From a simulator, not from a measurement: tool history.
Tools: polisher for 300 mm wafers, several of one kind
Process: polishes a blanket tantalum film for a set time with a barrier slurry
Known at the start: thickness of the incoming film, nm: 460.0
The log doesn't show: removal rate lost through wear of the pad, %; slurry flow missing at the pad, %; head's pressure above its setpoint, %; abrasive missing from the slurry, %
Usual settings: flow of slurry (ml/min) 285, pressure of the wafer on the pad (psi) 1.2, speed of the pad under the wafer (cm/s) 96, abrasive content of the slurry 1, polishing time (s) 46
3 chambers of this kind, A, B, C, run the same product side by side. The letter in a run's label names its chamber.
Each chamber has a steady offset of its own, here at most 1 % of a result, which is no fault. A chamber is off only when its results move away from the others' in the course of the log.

run	day	flow of slurry (ml/min)	pressure of the wafer on the pad (psi)	speed of the pad under the wafer (cm/s)	abrasive content of the slurry	polishing time (s)	wafers polished on this pad	hours since the slurry nozzle was cleaned	hours since the head pressure was calibrated	hours since the slurry blender was calibrated	film removed (nm)
# day 0.233: chamber C: worn pad replaced by a new one
1A	0.371	285	1.2	96	1	46	764	66.2	128	88.6	46.254
2C	0.712	285	1.2	96	1	46	183	162.5	54.8	298.7	46.065
# day 1.204: chamber A: worn pad replaced by a new one
3B	1.267	285	1.2	96	1	46	571	276.2	70.4	276	46.848
# day 1.583: chamber B: worn pad replaced by a new one
4A	1.717	285	1.2	96	1	46	197	98.5	160.3	120.9	46.505
# day 2.071: chamber B: slurry blender recalibrated
5C	2.204	285	1.2	96	1	46	755	198.3	90.6	334.5	46.064
6B	2.525	285	1.2	96	1	46	362	306.4	100.6	10.9	47.091
7A	2.892	285	1.2	96	1	46	647	126.7	188.5	149.1	45.92
# day 3.192: chamber B: worn pad replaced by a new one
8C	3.246	285	1.2	96	1	46	1154	223.3	115.6	359.5	45.841
9B	3.542	285	1.2	96	1	46	135	330.8	125	35.3	46.775
# day 3.625: chamber A: worn pad replaced by a new one
# day 3.9: chamber C: worn pad replaced by a new one
10B	3.929	285	1.2	96	1	46	284	340.1	134.3	44.6	46.464
11A	4.512	285	1.2	96	1	46	341	165.6	227.4	188	45.497
# day 4.85: chamber B: worn pad replaced by a new one
12C	5.05	285	1.2	96	1	46	442	266.6	158.9	402.8	46.113
13C	5.379	285	1.2	96	1	46	568	274.5	166.8	410.7	46.97
# day 5.829: chamber A: worn pad replaced by a new one
14A	5.946	285	1.2	96	1	46	45	200	261.8	222.4	45.902
# day 6.358: chamber B: worn pad replaced by a new one
15B	6.429	285	1.2	96	0.8	46	27	400.1	194.3	104.6	43.728
16C	6.725	285	1.2	96	0.8	46	1084	306.8	199.1	443	43.374
17B	7.058	285	1.2	96	0.8	46	268	415.2	209.4	119.7	43.01
18A	7.338	285	1.2	96	1	46	578	233.4	295.2	255.8	46.04
19A	7.692	285	1.2	114	1	61	713	241.9	303.7	264.3	72.249
20C	8.171	285	1.2	114	1	61	1637	341.5	233.8	477.7	72.321

What goes on in this fleet: one chamber off, a drifting gauge, or nothing beyond the chambers' own small offsets? Name the chamber and the cause, if any.

No chamber stands off beyond its own small offset, and the gauge holds steady.
